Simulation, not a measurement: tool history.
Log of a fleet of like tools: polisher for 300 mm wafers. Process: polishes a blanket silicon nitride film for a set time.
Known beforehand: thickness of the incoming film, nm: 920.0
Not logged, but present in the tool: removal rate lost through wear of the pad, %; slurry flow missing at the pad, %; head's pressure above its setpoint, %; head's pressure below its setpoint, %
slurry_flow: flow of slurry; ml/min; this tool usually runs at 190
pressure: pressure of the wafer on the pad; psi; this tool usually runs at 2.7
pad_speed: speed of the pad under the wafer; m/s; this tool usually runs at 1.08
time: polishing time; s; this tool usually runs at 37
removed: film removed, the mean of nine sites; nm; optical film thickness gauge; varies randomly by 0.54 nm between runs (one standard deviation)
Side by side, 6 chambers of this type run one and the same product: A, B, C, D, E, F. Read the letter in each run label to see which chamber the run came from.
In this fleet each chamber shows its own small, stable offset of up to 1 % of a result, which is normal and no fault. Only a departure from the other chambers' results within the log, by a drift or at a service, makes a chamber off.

run,day,slurry_flow,pressure,pad_speed,time,wafers polished on this pad,hours since the slurry nozzle was cleaned,hours since the head pressure was calibrated,removed
# day 0.021: chamber A: slurry nozzle cleaned
1A,0.258,190,2.7,1.08,37,833,5.8,158.5,46.69
# day 0.488: chamber B: head pressure recalibrated
2B,0.608,190,2.7,1.08,37,1026,35.2,2.9,45.699
3F,1.079,190,2.7,1.08,37,655,123,560.8,45.467
4D,1.338,190,2.7,1.08,37,552,325.5,842.6,46.636
5C,1.888,190,2.7,1.08,37,755,194.3,122.2,45.383
# day 2.067: chamber F: worn pad replaced by a new one
# day 2.154: chamber C: worn pad replaced by a new one
6E,2.429,190,2.7,1.08,37,1029,354.3,65.6,45.815
# day 2.675: chamber B: worn pad replaced by a new one
7C,2.746,190,2.7,1.08,37,156,214.9,142.8,45.77
8D,3.088,190,2.7,1.08,37,1014,367.5,884.6,46.256
9B,3.408,190,2.7,1.08,37,194,102.4,70.1,44.749
# day 3.446: chamber D: worn pad replaced by a new one
# day 3.488: chamber A: worn pad replaced by a new one
# day 3.625: chamber E: worn pad replaced by a new one
10E,3.812,190,2.7,1.08,37,50,387.5,98.8,46.352
# day 3.929: chamber E: slurry nozzle cleaned
11F,4.196,190,2.7,1.08,37,563,197.8,635.6,46.167
12A,4.462,190,2.7,1.08,37,258,106.7,259.4,46.326
13B,4.908,190,2.7,1.08,37,590,138.4,106.1,45.809
# day 4.921: chamber F: worn pad replaced by a new one
# day 4.938: chamber C: worn pad replaced by a new one
14A,5.45,190,2.7,1.08,37,519,130.4,283.1,47.186
15D,5.912,190,2.7,1.08,37,652,435.3,952.4,46.606
16F,6.479,190,2.7,1.08,37,412,252.6,690.4,44.92
17C,6.875,190,2.7,1.08,37,512,314,241.9,44.802
18E,7.162,190,2.7,1.08,37,935,77.7,179.2,45.618
# day 7.538: chamber A: head pressure recalibrated
# day 7.55: chamber B: worn pad replaced by a new one
19F,7.571,190,2.7,1.08,37,701,278.8,716.6,46.428
# day 7.808: chamber C: worn pad replaced by a new one
# day 7.838: chamber D: worn pad replaced by a new one
20A,8.071,190,2.7,1.08,37,1211,193.3,12.8,46.348
# day 8.279: chamber F: worn pad replaced by a new one
21C,8.333,190,2.7,1.08,37,139,349,276.9,42.65
22E,8.883,190,2.7,1.08,37,1390,119,220.5,46.197
# day 9.1: chamber E: worn pad replaced by a new one
# day 9.133: chamber A: worn pad replaced by a new one
23D,9.379,190,2.7,1.08,37,407,518.5,1035.6,46.354
# day 9.488: chamber B: slurry nozzle cleaned
24B,9.929,155,2.7,1.08,37,629,10.6,226.6,45.126
25C,10.371,155,2.7,1.08,37,678,397.9,325.8,41.119
26B,10.929,155,2.7,1.08,37,893,34.6,250.6,44.026
27F,11.488,155,2.7,1.08,37,848,372.8,810.6,45.107
# day 11.542: chamber C: worn pad replaced by a new one
# day 11.554: chamber F: worn pad replaced by a new one
# day 11.975: chamber D: worn pad replaced by a new one
28D,12.029,155,2.7,1.08,37,14,582.1,1099.2,44.438
29E,12.458,155,2.7,1.08,37,887,204.8,306.3,45.486
# day 12.629: chamber B: worn pad replaced by a new one
30A,12.833,190,2.7,1.08,37,978,307.6,127.1,46.189
31F,13.283,190,2.7,1.08,37,457,415.9,853.7,45.112
32E,13.612,190,2.7,1.08,37,1192,232.5,334,46.132
# day 13.875: chamber D: slurry nozzle cleaned
33B,14.179,190,2.7,1.08,37,410,112.6,328.6,45.591
# day 14.538: chamber C: slurry nozzle cleaned
# day 14.629: chamber C: worn pad replaced by a new one
34A,14.646,190,2.7,0.74,37,1457,351.1,170.6,33.81
# day 14.679: chamber F: worn pad replaced by a new one
35D,15.212,190,2.7,0.74,37,855,32.2,1175.6,33.492
36C,15.471,190,2.7,0.74,37,223,22.5,448.2,30.862
37B,15.738,190,2.7,0.74,37,821,150,366,34.066
38F,16.017,190,2.7,0.74,37,354,481.5,919.3,34.346
39D,16.338,190,2.7,0.74,37,1153,59.2,1202.6,33.308

Has any chamber moved away from the others, gradually or after a service, or does the common gauge drift, or do the chambers differ only by their own small steady offsets? State the chamber and the most likely cause if one applies.

Chamber C drifts away from the others.
Cause: head's pressure below its setpoint, % = 11.1.

Which of the 4 candidates below, each the usual settings with something changed and its results left as question marks, puts chamber C back in line with what the other chambers give on the usual settings?
In line here means within this much of the mean the other chambers give on the usual settings: removed 1.9 nm
40C-1,16.746,190,2.6,1.04,35,,,,?
40C-2,16.746,195,3.4,1.08,37,,,,?
40C-3,16.746,190,2.7,0.8,37,,,,?
40C-4,16.746,190,2.8,1.12,39,,,,?

On the usual settings, the other chambers give on average: removed 45.581 nm
run,removed
40C-1,36.075
40C-2,51.472
40C-3,32.033
40C-4,45.921
Change 40C-4 lands the chamber within the allowed miss of the other chambers.

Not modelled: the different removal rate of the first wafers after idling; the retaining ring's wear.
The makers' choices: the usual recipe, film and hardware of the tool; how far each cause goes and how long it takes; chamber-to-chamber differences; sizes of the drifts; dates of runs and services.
